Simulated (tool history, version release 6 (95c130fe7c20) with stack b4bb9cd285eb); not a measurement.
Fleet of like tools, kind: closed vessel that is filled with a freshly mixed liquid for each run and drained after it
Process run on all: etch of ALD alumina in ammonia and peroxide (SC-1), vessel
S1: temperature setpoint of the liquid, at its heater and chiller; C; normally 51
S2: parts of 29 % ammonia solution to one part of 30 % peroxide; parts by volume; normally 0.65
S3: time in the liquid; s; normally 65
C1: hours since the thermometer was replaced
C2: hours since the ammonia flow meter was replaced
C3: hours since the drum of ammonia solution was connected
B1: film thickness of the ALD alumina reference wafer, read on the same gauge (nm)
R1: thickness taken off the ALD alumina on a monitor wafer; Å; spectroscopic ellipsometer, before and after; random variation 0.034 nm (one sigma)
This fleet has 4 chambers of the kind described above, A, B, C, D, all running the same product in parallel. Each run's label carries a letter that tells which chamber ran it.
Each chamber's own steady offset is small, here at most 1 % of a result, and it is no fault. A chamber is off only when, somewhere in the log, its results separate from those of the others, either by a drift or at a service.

run,hour,S1,S2,S3,C1,C2,C3,B1,R1
# hour 3.4: chamber C: new drum of ammonia solution connected
1D,9,51,0.65,65,21.4,670.3,10.1,99.978,52.233
2A,16,51,0.65,65,2106.3,268.3,198.2,100.02,51.701
3B,24.2,51,0.65,65,1225.8,466.4,930.9,100.02,51.899
4C,30.6,51,0.65,65,389.7,1161.8,27.2,100,51.357
5A,38.4,51,0.65,65,2128.7,290.7,220.6,100.01,51.981
6C,49.2,51,0.65,65,408.3,1180.4,45.8,100.03,52.517
7D,56.1,51,0.65,65,68.5,717.4,57.2,99.986,51.942
8B,66.5,51,0.65,65,1268.1,508.7,973.2,100.01,51.998
9C,75.6,51,0.65,65,434.7,1206.8,72.2,100,50.931
10D,82.1,42.5,0.9,65,94.5,743.4,83.2,99.996,33.483
11B,88.5,42.5,0.9,65,1290.1,530.7,995.2,100,33.789
12A,99,42.5,0.9,65,2189.3,351.3,281.2,99.966,33.446
13A,106.6,42.5,0.9,65,2196.9,358.9,288.8,100.04,33.24
# hour 110.2: chamber B: new drum of ammonia solution connected
14C,114.2,51,0.65,65,473.3,1245.4,110.8,100.02,51.578
15B,126.1,51,0.65,65,1327.7,568.3,16,100.03,51.627
16D,135.9,51,0.65,65,148.3,797.2,137,100,52.548
17B,147.6,42,0.9,65,1349.2,589.8,37.5,100,32.509
18C,153.9,42,0.9,65,513,1285.1,150.5,100.04,31.489
19D,164.5,42,0.9,65,176.9,825.8,165.6,99.997,32.37
20A,173.3,42,0.9,65,2263.6,425.6,355.5,100.01,32.685
21B,181.8,51,0.65,65,1383.4,624,71.7,100.01,52.346
22D,187.6,51,0.65,65,200,848.9,188.7,99.986,51.993
23A,193.8,51,0.65,85,2284.1,446.1,376,99.993,68.954
24C,204.5,51,0.65,85,563.6,1335.7,201.1,99.974,64.787
25D,214,51,0.65,85,226.4,875.3,215.1,99.994,67.877
26C,220.4,51,0.65,85,579.5,1351.6,217,99.965,64.522
# hour 228.6: chamber C: new drum of ammonia solution connected
27B,228.6,44,0.65,65,1430.2,670.8,118.5,100.01,35.365
28A,237.3,44,0.65,65,2327.6,489.6,419.5,99.983,35.167
29A,245.3,44,0.65,65,2335.6,497.6,427.5,100.01,35.054
30C,254,44,0.65,65,613.1,1385.2,25.5,99.984,33.313
# hour 261.3: chamber A: new drum of ammonia solution connected
31D,262.1,51,0.65,65,274.5,923.4,263.2,99.985,53.235
32B,268.4,51,0.65,65,1470,710.6,158.3,99.97,51.832
33D,275.5,51,0.65,65,287.9,936.8,276.6,100,51.848
34B,282.2,55,0.65,65,1483.8,724.4,172.1,99.965,64.082
35A,287.5,55,0.65,65,2377.8,539.8,26.3,100.02,64.818
36C,295.9,55,0.65,65,655,1427.1,67.4,100.02,60.375
# hour 303: chamber D: new drum of ammonia solution connected
37B,306.3,55,0.65,65,1507.9,748.5,196.2,100.05,64.05
38D,316.2,51,0.65,65,328.6,977.5,13.2,99.998,52.261
39C,325.4,51,0.65,65,684.5,1456.6,96.9,99.998,47.943
40A,333.9,51,0.65,65,2424.2,586.2,72.7,100.01,52.926
41D,343.5,51,0.65,65,355.9,1004.8,40.5,99.934,52.593

For the next run the whole fleet of 4 chambers uses the same settings. Give each chamber's results:
42A,352,51,0.65,65,,,,,?
42B,352,51,0.65,65,,,,,?
42C,352,51,0.65,65,,,,,?
42D,352,51,0.65,65,,,,,?

run,R1
42A,52.338
42B,51.929
42C,48.226
42D,52.955

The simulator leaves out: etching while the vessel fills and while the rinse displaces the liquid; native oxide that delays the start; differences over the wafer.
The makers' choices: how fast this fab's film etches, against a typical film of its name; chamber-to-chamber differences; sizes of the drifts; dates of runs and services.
